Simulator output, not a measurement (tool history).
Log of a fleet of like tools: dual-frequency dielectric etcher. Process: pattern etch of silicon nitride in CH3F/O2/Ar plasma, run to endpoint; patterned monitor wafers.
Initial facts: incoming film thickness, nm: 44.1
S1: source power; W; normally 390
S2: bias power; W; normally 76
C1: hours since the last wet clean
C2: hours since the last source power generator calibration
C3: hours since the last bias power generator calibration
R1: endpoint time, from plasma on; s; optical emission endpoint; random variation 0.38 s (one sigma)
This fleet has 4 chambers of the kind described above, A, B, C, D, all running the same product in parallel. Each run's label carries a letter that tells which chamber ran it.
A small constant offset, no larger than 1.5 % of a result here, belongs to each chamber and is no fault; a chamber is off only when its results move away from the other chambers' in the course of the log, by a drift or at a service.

| run | hour | S1 | S2 | C1 | C2 | C3 | R1 |
|---|---|---|---|---|---|---|---|
| 1B | 5.5 | 390 | 76 | 52 | 418.4 | 956.7 | 63.359 |
| 2D | 12.4 | 390 | 76 | 123.4 | 1360.5 | 799.5 | 62.767 |
| 3A | 16.3 | 390 | 76 | 240.9 | 762.6 | 4023.6 | 63.349 |
| 4C | 21.3 | 390 | 76 | 269.1 | 828.7 | 1046 | 62.302 |
| 5C | 26.2 | 390 | 86 | 274 | 833.6 | 1050.9 | 59.942 |
| 6D | 30.1 | 390 | 86 | 141.1 | 1378.2 | 817.2 | 59.932 |
| 7B | 33.1 | 390 | 86 | 79.6 | 446 | 984.3 | 60.474 |
| 8A | 37.6 | 390 | 86 | 262.2 | 783.9 | 4044.9 | 59.734 |
| 9D | 44.3 | 390 | 76 | 155.3 | 1392.4 | 831.4 | 62.778 |
| 10B | 50.2 | 390 | 76 | 96.7 | 463.1 | 1001.4 | 62.589 |
| 11C | 54.9 | 390 | 76 | 302.7 | 862.3 | 1079.6 | 61.89 |
| 12A | 59.8 | 390 | 76 | 284.4 | 806.1 | 4067.1 | 62.967 |
| 13C | 65.7 | 390 | 76 | 313.5 | 873.1 | 1090.4 | 61.899 |
| 14A | 72.4 | 390 | 76 | 297 | 818.7 | 4079.7 | 62.69 |
| 15D | 78.4 | 390 | 76 | 189.4 | 1426.5 | 865.5 | 62.448 |
| 16B | 81.9 | 390 | 76 | 128.4 | 494.8 | 1033.1 | 62.697 |
| 17D | 88.2 | 390 | 76 | 199.2 | 1436.3 | 875.3 | 62.911 |
| 18B | 95.2 | 390 | 76 | 141.7 | 508.1 | 1046.4 | 62.896 |
| 19A | 101.4 | 390 | 76 | 326 | 847.7 | 4108.7 | 62.571 |
| 20C | 106.1 | 450 | 88 | 353.9 | 913.5 | 1130.8 | 55.444 |
| 21B | 111.2 | 450 | 88 | 157.7 | 524.1 | 1062.4 | 56.73 |
| 22A | 116.5 | 450 | 88 | 341.1 | 862.8 | 4123.8 | 55.222 |
| 23D | 123.2 | 450 | 88 | 234.2 | 1471.3 | 910.3 | 56.646 |
| 24C | 128.5 | 390 | 76 | 376.3 | 935.9 | 1153.2 | 62.463 |
| 25A | 134.4 | 390 | 76 | 359 | 880.7 | 4141.7 | 60.94 |
| 26B | 139.7 | 390 | 76 | 186.2 | 552.6 | 1090.9 | 63.203 |
| 27C | 145.5 | 390 | 76 | 393.3 | 952.9 | 1170.2 | 61.884 |
| 28D | 150.8 | 390 | 76 | 261.8 | 1498.9 | 937.9 | 63.087 |
| 29C | 157.1 | 340 | 65 | 404.9 | 964.5 | 1181.8 | 69.485 |
| 30B | 162.9 | 340 | 65 | 209.4 | 575.8 | 1114.1 | 70.336 |

Has any chamber moved away from the others, gradually or after a service, or does the common gauge drift, or do the chambers differ only by their own small steady offsets? State the chamber and the most likely cause if one applies.

Little by little, chamber A moves away from the other chambers.
What lies behind it: etch rate over this chamber's usual, % = 5.04.

Here are 4 candidates for chamber A's next run, each the usual settings with a change, their results left as question marks. Which one brings its results back in line with what the others give on the usual settings?
In line here means within this much of the mean the other chambers give on the usual settings: R1 1.3 s
| 31A-1 | 167.9 | 360 | 72 |  |  |  | ? |
| 31A-2 | 167.9 | 390 | 86 |  |  |  | ? |
| 31A-3 | 167.9 | 480 | 76 |  |  |  | ? |
| 31A-4 | 167.9 | 310 | 76 |  |  |  | ? |

What the other chambers average on the usual settings: R1 62.816 s
| run | R1 |
|---|---|
| 31A-1 | 63.404 |
| 31A-2 | 57.807 |
| 31A-3 | 55.769 |
| 31A-4 | 65.865 |
Change 31A-1 lands the chamber within the allowed miss of the other chambers.
